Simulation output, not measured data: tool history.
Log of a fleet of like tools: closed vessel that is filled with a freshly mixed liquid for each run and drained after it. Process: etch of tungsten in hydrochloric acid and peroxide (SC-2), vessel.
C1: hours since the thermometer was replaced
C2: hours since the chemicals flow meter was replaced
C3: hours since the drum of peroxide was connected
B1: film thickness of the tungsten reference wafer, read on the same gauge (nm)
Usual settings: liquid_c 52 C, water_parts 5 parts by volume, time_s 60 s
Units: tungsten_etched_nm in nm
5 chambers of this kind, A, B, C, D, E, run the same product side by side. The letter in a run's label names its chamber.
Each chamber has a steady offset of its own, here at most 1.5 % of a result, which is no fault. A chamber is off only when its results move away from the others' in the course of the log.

Run 1C, day 0.492: usual settings; C1 904.6; C2 1080.9; C3 358.8; B1 70.006. Result: tungsten_etched_nm 26.002 nm.
Run 2B, day 0.742: usual settings; C1 1077.6; C2 126.7; C3 318.3; B1 70.014. Result: tungsten_etched_nm 26.313 nm.
Run 3D, day 1.104: usual settings; C1 1420.1; C2 1075.8; C3 465.5; B1 70.008. Result: tungsten_etched_nm 26.494 nm.
Run 4E, day 1.554: usual settings; C1 552.3; C2 1184.4; C3 557.7; B1 69.984. Result: tungsten_etched_nm 26.59 nm.
Run 5A, day 1.833: usual settings; C1 893.4; C2 1051.4; C3 154.5; B1 70.014. Result: tungsten_etched_nm 26.379 nm.
Run 6E, day 2.054: usual settings; C1 564.3; C2 1196.4; C3 569.7; B1 69.98. Result: tungsten_etched_nm 26.555 nm.
Run 7A, day 2.354: usual settings; C1 905.9; C2 1063.9; C3 167; B1 69.983. Result: tungsten_etched_nm 26.224 nm.
At day 2.717: chamber E: new drum of peroxide connected.
Run 8D, day 2.833: usual settings; C1 1461.6; C2 1117.3; C3 507; B1 69.986. Result: tungsten_etched_nm 26.514 nm.
Run 9C, day 3.279: usual settings; C1 971.5; C2 1147.8; C3 425.7; B1 70.024. Result: tungsten_etched_nm 25.748 nm.
Run 10B, day 3.571: usual settings; C1 1145.5; C2 194.6; C3 386.2; B1 69.986. Result: tungsten_etched_nm 26.697 nm.
Run 11B, day 3.871: usual settings; C1 1152.7; C2 201.8; C3 393.4; B1 69.978. Result: tungsten_etched_nm 26.216 nm.
Run 12E, day 4.242: usual settings; C1 616.8; C2 1248.9; C3 36.7; B1 69.99. Result: tungsten_etched_nm 26.726 nm.
Run 13D, day 4.629: usual settings; C1 1504.7; C2 1160.4; C3 550.1; B1 70.005. Result: tungsten_etched_nm 26.17 nm.
Run 14C, day 4.879: usual settings; C1 1009.9; C2 1186.2; C3 464.1; B1 69.986. Result: tungsten_etched_nm 26.191 nm.
Run 15A, day 5.317: usual settings but water_parts 5.5 parts by volume, time_s 40 s; C1 977; C2 1135; C3 238.1; B1 70.01. Result: tungsten_etched_nm 15.927 nm.
Run 16D, day 5.758: usual settings but water_parts 5.5 parts by volume, time_s 40 s; C1 1531.8; C2 1187.5; C3 577.2; B1 70.013. Result: tungsten_etched_nm 16.398 nm.
Run 17C, day 6.096: usual settings but water_parts 5.5 parts by volume, time_s 40 s; C1 1039.1; C2 1215.4; C3 493.3; B1 69.975. Result: tungsten_etched_nm 16.281 nm.
Run 18E, day 6.588: usual settings but water_parts 5.5 parts by volume, time_s 40 s; C1 673.1; C2 1305.2; C3 93; B1 70.007. Result: tungsten_etched_nm 16.579 nm.
Run 19A, day 6.933: usual settings but water_parts 5.5 parts by volume, time_s 40 s; C1 1015.8; C2 1173.8; C3 276.9; B1 70.02. Result: tungsten_etched_nm 16.056 nm.
Run 20B, day 7.312: usual settings but water_parts 4 parts by volume; C1 1235.3; C2 284.4; C3 476; B1 70.029. Result: tungsten_etched_nm 31.156 nm.
Run 21E, day 7.65: usual settings but water_parts 4 parts by volume; C1 698.6; C2 1330.7; C3 118.5; B1 69.999. Result: tungsten_etched_nm 31.396 nm.
Run 22D, day 8.071: usual settings but water_parts 4 parts by volume; C1 1587.3; C2 1243; C3 632.7; B1 70.012. Result: tungsten_etched_nm 31.104 nm.
Run 23C, day 8.375: usual settings but water_parts 4 parts by volume; C1 1093.8; C2 1270.1; C3 548; B1 70.015. Result: tungsten_etched_nm 30.835 nm.
Run 24A, day 8.621: usual settings but water_parts 4 parts by volume; C1 1056.3; C2 1214.3; C3 317.4; B1 70.004. Result: tungsten_etched_nm 29.575 nm.
Run 25B, day 8.904: usual settings; C1 1273.5; C2 322.6; C3 514.2; B1 69.983. Result: tungsten_etched_nm 26.351 nm.
Run 26D, day 9.221: usual settings; C1 1614.9; C2 1270.6; C3 660.3; B1 70.005. Result: tungsten_etched_nm 26.574 nm.
At day 9.492: chamber C: thermometer replaced.
Run 27B, day 9.542: usual settings; C1 1288.8; C2 337.9; C3 529.5; B1 70.01. Result: tungsten_etched_nm 26.445 nm.
Run 28A, day 10.004: usual settings; C1 1089.5; C2 1247.5; C3 350.6; B1 69.999. Result: tungsten_etched_nm 25.329 nm.
Run 29C, day 10.504: usual settings; C1 24.3; C2 1321.2; C3 599.1; B1 70.007. Result: tungsten_etched_nm 26.02 nm.
Run 30E, day 10.875: usual settings but water_parts 4 parts by volume; C1 776; C2 1408.1; C3 195.9; B1 69.978. Result: tungsten_etched_nm 31.155 nm.
Run 31A, day 11.379: usual settings but water_parts 4 parts by volume; C1 1122.5; C2 1280.5; C3 383.6; B1 70.015. Result: tungsten_etched_nm 29.077 nm.
Run 32B, day 11.896: usual settings but water_parts 4 parts by volume; C1 1345.3; C2 394.4; C3 586; B1 70.018. Result: tungsten_etched_nm 30.712 nm.
Run 33E, day 12.146: usual settings but water_parts 4 parts by volume; C1 806.5; C2 1438.6; C3 226.4; B1 69.987. Result: tungsten_etched_nm 30.994 nm.
Run 34D, day 12.483: usual settings but water_parts 4 parts by volume; C1 1693.2; C2 1348.9; C3 738.6; B1 70.018. Result: tungsten_etched_nm 31.276 nm.
Run 35C, day 12.862: usual settings; C1 80.9; C2 1377.8; C3 655.7; B1 70.002. Result: tungsten_etched_nm 26.318 nm.
At day 12.912: chamber D: chemicals flow meter replaced.
Run 36A, day 13.3: usual settings; C1 1168.6; C2 1326.6; C3 429.7; B1 70.016. Result: tungsten_etched_nm 24.224 nm.
Run 37D, day 13.788: usual settings; C1 1724.5; C2 21.1; C3 769.9; B1 70.015. Result: tungsten_etched_nm 25.998 nm.

What goes on in this fleet: one chamber off, a drifting gauge, or nothing beyond the chambers' own small offsets? Name the chamber and the cause, if any.

Chamber A drifts away from the others.
Cause: liquid colder than its thermometer reads (K) = 1.15.
The log may not tell that from: chemicals flow below the setpoint (%); peroxide weaker than its label (%).

Here are 4 candidates for chamber A's next run, each the usual settings with a change, their results left as question marks. Which one brings its results back in line with what the others give on the usual settings?
In line means no further than this from the other chambers' mean on the usual settings: tungsten_etched_nm 0.74 nm
Run 38A-1, day 14.158: usual settings but water_parts 4.5 parts by volume. Result: tungsten_etched_nm ?.
Run 38A-2, day 14.158: usual settings but time_s 55 s. Result: tungsten_etched_nm ?.
Run 38A-3, day 14.158: usual settings but liquid_c 51.5 C. Result: tungsten_etched_nm ?.
Run 38A-4, day 14.158: usual settings but liquid_c 52.5 C. Result: tungsten_etched_nm ?.

The other chambers' mean on the usual settings: tungsten_etched_nm 26.422 nm
  run  tungsten_etched_nm
38A-1              26.252
38A-2              22.318
38A-3              23.552
38A-4               25.15
38A-1 brings the chamber back in line.
